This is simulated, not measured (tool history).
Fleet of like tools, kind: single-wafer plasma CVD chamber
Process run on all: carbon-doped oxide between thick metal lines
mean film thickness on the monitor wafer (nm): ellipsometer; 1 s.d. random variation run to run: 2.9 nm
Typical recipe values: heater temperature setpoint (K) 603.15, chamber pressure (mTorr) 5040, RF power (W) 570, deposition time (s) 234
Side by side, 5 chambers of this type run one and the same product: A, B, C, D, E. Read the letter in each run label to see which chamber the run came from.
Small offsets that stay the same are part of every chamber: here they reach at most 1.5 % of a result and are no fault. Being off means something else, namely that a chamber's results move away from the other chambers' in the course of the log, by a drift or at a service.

run	hour	heater temperature setpoint (K)	chamber pressure (mTorr)	RF power (W)	deposition time (s)	read-back reference wafer on the same gauge, thickness_nm	mean film thickness on the monitor wafer (nm)
1A	2.8	603.15	5040	570	234	1390.1	1365.2
2D	5.5	603.15	5040	570	234	1391.1	1364.8
3E	8.6	603.15	5040	570	234	1389.7	1348.9
4B	11	603.15	5040	570	234	1389.9	1343.4
5C	14.8	603.15	5040	570	234	1389.7	1367.6
6B	19.3	603.15	5040	570	234	1390	1342.6
7D	24	603.15	5040	570	234	1389.5	1366.5
8C	26.4	603.15	5040	570	234	1389.6	1368.1
9A	31	603.15	5040	570	234	1389.6	1360
10E	35.1	603.15	5040	570	234	1389.4	1351.9
11A	37.5	603.15	5040	570	234	1389.8	1356.1
# hour 37.9: chamber D: RF generator calibrated
12B	41.2	603.15	5040	570	234	1389.7	1346.2
13D	46.1	603.15	5040	570	234	1389.6	1368.2
14C	49.8	603.15	5040	570	234	1390.4	1362.7
15E	54.7	603.15	6120	570	214	1390	1262.3
16A	57.6	603.15	6120	570	214	1390.1	1279.4
17B	62.2	603.15	6120	570	214	1390.2	1263.9
18E	66.8	603.15	6120	570	214	1389.8	1269.5
19D	71.8	603.15	6120	570	214	1390.1	1285.2
20C	75.8	608.15	5040	465	234	1390.2	1180
21A	80.1	608.15	5040	465	234	1389.1	1183.1
22C	85	608.15	5040	465	234	1390.6	1177.9
23D	89.1	608.15	5040	465	234	1390.6	1182.5
24B	92.9	608.15	5040	465	234	1389.5	1173.2
25E	96.1	603.15	5040	570	234	1390	1351.3
26C	99.6	603.15	5040	570	234	1390.1	1352.5
27E	102.7	603.15	5040	570	234	1390.2	1349.7
28D	105.4	603.15	5040	570	234	1390.8	1366.9
29B	110.5	603.15	5040	570	234	1390.6	1346.9
30A	114.7	603.15	5040	570	234	1390.2	1363.3
31D	118.2	603.15	5040	570	234	1389.9	1367.1
32E	122.9	603.15	5040	570	234	1390.2	1345.6
33A	126	603.15	5040	570	234	1389.5	1358.6
34B	129.6	603.15	5040	570	234	1390.1	1347.4
35C	134.3	603.15	5040	570	234	1390.1	1345.9
36E	139.1	603.15	5040	570	234	1389.6	1347.5
37A	142.7	603.15	5040	570	234	1390.2	1361.8
38C	145.1	603.15	5040	570	234	1390.3	1343.3

Predict what each chamber gives when all 5 of them run the settings below next.
39A	148.9	597.15	5040	570	234		?
39B	148.9	597.15	5040	570	234		?
39C	148.9	597.15	5040	570	234		?
39D	148.9	597.15	5040	570	234		?
39E	148.9	597.15	5040	570	234		?

run	mean film thickness on the monitor wafer (nm)
39A	1392.3
39B	1374.9
39C	1368.9
39D	1400.8
39E	1377.2

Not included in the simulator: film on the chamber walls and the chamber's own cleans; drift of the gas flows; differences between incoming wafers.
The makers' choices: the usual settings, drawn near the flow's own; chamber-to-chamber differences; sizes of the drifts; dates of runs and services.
